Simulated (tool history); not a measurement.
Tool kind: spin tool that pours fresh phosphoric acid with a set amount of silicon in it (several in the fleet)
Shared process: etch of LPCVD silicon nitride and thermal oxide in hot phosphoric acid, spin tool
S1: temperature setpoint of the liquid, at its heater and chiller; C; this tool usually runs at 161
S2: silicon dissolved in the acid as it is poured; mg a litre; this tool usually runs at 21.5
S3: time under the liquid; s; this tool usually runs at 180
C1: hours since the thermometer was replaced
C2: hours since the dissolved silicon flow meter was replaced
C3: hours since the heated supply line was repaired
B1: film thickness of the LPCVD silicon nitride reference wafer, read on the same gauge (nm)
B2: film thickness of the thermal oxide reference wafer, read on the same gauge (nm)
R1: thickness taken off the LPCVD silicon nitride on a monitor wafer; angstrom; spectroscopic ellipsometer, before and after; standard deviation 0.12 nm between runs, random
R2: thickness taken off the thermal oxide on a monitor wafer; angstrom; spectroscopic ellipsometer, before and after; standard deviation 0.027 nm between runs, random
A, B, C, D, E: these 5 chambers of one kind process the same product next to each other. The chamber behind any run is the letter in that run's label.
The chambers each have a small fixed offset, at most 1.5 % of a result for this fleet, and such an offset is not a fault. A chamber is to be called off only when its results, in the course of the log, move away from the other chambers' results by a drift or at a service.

run   hour   S1    S2   S3      C1      C2      C3      B1      B2      R1      R2
 1D    5.9  161  21.5  180   838.2    69.5   242.0  69.948  40.013  151.07  3.6495
 2B    9.1  161  21.5  180    86.4  1785.0  2570.6  70.013  40.002  154.61  3.2166
 3E   13.6  161  21.5  180  2280.9   152.5   208.9  69.973  39.991  155.95  3.6154
 4A   17.2  161  21.5  180   356.0  1247.5   141.4  70.013  40.011  153.17  3.3446
 5C   21.8  161  21.5  180   448.3  1876.3  1516.4  70.010  39.968  155.03  2.9680
 6A   27.6  161  21.5  180   366.4  1257.9   151.8  69.998  39.973  152.72  3.0406
 7E   32.2  161  21.5  180  2299.5   171.1   227.5  70.015  39.971  155.90  2.9913
      32.4  -- chamber B: dissolved silicon flow meter replaced
 8D   36.0  161   8.0  180   868.3    99.6   272.1  69.982  40.021  151.35  4.8321
 9C   40.3  161   8.0  180   466.8  1894.8  1534.9  70.005  40.012  154.76  4.9592
10B   45.9  161   8.0  180   123.2    13.5  2607.4  70.016  40.018  152.61  4.5657
11D   50.7  161   8.0  180   883.0   114.3   286.8  69.997  40.018  154.79  5.4953
12A   55.8  161   8.0  180   394.6  1286.1   180.0  70.022  40.012  153.91  4.8396
13B   60.5  161  21.5  180   137.8    28.1  2622.0  70.041  40.016  152.66  3.9057
14E   65.5  161  21.5  180  2332.8   204.4   260.8  69.972  40.047  153.44  3.4783
15C   68.7  161  21.5  180   495.2  1923.2  1563.3  69.992  40.017  154.65  2.9228
16E   72.0  161  21.5  180  2339.3   210.9   267.3  69.966  40.046  153.77  3.0468
17B   77.6  161  21.5  180   154.9    45.2  2639.1  69.970  40.019  153.71  2.8885
18A   83.6  161  21.5  180   422.4  1313.9   207.8  70.022  40.004  151.23  3.4771
19D   89.5  161  21.5  180   921.8   153.1   325.6  69.994  40.006  155.33  2.9173
20C   93.4  161  21.5  180   519.9  1947.9  1588.0  69.994  39.993  154.94  3.9637
21A   99.1  161  21.5  180   437.9  1329.4   223.3  69.970  39.974  153.80  3.3664
22D  102.2  161  21.5  180   934.5   165.8   338.3  70.044  40.002  151.43  3.0054
     103.4  -- chamber C: heated supply line repaired
23C  108.6  161  21.5  180   535.1  1963.1     5.2  69.983  40.009  153.63  2.9700
24B  114.3  161  21.5  180   191.6    81.9  2675.8  70.012  40.023  153.96  3.7031
25E  118.0  161  21.5  180  2385.3   256.9   313.3  70.020  40.010  153.04  2.6740
26D  121.3  161  35.5  245   953.6   184.9   357.4  69.962  39.998  208.27  2.4529
27C  127.0  161  35.5  245   553.5  1981.5    23.6  70.036  40.014  209.85  2.6777
28B  129.8  161  35.5  245   207.1    97.4  2691.3  69.969  40.039  211.16  2.4669
29A  136.2  161  35.5  245   475.0  1366.5   260.4  69.964  40.006  209.49  2.7599
30E  142.5  161  35.5  245  2409.8   281.4   337.8  69.946  40.020  211.88  2.7107
31B  147.9  161  21.5  180   225.2   115.5  2709.4  69.936  40.014  152.99  3.2099
32D  152.5  161  21.5  180   984.8   216.1   388.6  69.945  40.016  153.25  3.1215
33E  157.9  161  21.5  180  2425.2   296.8   353.2  70.000  39.989  152.77  3.3926

For the next run the whole fleet of 5 chambers uses the same settings. Give each chamber's results:
34A  162.6  161  21.5  180                       ?   ?
34B  162.6  161  21.5  180                       ?   ?
34C  162.6  161  21.5  180                       ?   ?
34D  162.6  161  21.5  180                       ?   ?
34E  162.6  161  21.5  180                       ?   ?

run      R1      R2
34A  152.58  3.5890
34B  154.12  2.9034
34C  154.95  3.6290
34D  153.81  3.3928
34E  155.90  2.8870
